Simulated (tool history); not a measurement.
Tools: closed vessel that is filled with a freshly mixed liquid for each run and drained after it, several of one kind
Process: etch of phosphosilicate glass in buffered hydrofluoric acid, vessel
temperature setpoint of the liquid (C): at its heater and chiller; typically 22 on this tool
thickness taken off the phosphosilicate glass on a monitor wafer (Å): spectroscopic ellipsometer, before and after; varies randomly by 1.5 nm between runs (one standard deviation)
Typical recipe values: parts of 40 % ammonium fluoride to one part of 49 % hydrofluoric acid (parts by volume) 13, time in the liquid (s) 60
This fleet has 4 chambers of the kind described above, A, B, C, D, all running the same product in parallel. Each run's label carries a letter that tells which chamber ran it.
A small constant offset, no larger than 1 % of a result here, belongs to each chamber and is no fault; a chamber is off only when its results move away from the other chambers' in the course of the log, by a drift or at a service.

run	day	temperature setpoint of the liquid (C)	parts of 40 % ammonium fluoride to one part of 49 % hydrofluoric acid (parts by volume)	time in the liquid (s)	read-back film thickness of the phosphosilicate glass reference wafer, read on the same gauge (nm)	thickness taken off the phosphosilicate glass on a monitor wafer (Å)
1C	0.396	22	13	60	59.961	2720.6
# day 0.588: chamber B: hydrofluoric acid flow meter replaced
2B	0.875	22	13	60	59.982	2706.8
3A	1.217	22	13	60	59.996	2721.8
4D	1.588	22	13	60	60.042	2772
5D	1.896	22	13	60	60.001	2762.8
6A	2.162	22	13	60	59.987	2739.1
7B	2.642	22	13	60	60.016	2716.5
8C	3.121	22	13	60	60.018	2741.4
9C	3.708	22	13	60	59.994	2746.8
10D	4.288	22	13	60	59.968	2757.9
11B	4.55	22	13	60	59.986	2751.2
12A	4.954	22	13	60	60.004	2715.2
13D	5.354	26	13	75	60.027	4257.6
14A	5.642	26	13	75	60.003	4275.4
15B	6.208	26	13	75	59.957	4231
16C	6.496	26	13	75	59.996	4262.3
17D	7.096	22	13	60	60	2742.3
18A	7.433	22	13	60	59.99	2725.8
# day 7.671: chamber B: thermometer replaced
19B	7.904	22	13	90	59.974	4057.4
20C	8.308	22	13	90	60.032	4077.9
21A	8.708	22	13	90	60.007	4103.9
22B	9.258	22	13	90	59.979	4058.8
# day 9.308: chamber C: hydrofluoric acid flow meter replaced
23C	9.738	22	13	60	59.99	2726
# day 10.096: chamber A: thermometer replaced
24D	10.242	22	13	60	59.974	2738.1
25C	10.775	22	13	60	59.987	2750.7
26B	11.367	22	13	75	59.997	3395.9
27A	11.638	22	13	75	60.027	3402.4
28D	11.904	22	13	75	60.021	3431.1
29B	12.267	22	13	75	59.987	3396.6
30A	12.742	22	13	60	60.004	2738.3
31D	13.175	22	13	60	60.011	2775.7
32C	13.654	22	13	60	59.981	2719.8
33B	13.954	22	13	60	59.989	2726.6

All 4 chambers run these settings next. Forecast each chamber's results:
34A	14.383	19.5	13	60		?
34B	14.383	19.5	13	60		?
34C	14.383	19.5	13	60		?
34D	14.383	19.5	13	60		?

run	thickness taken off the phosphosilicate glass on a monitor wafer (Å)
34A	2381.1
34B	2352.4
34C	2375.4
34D	2411.5
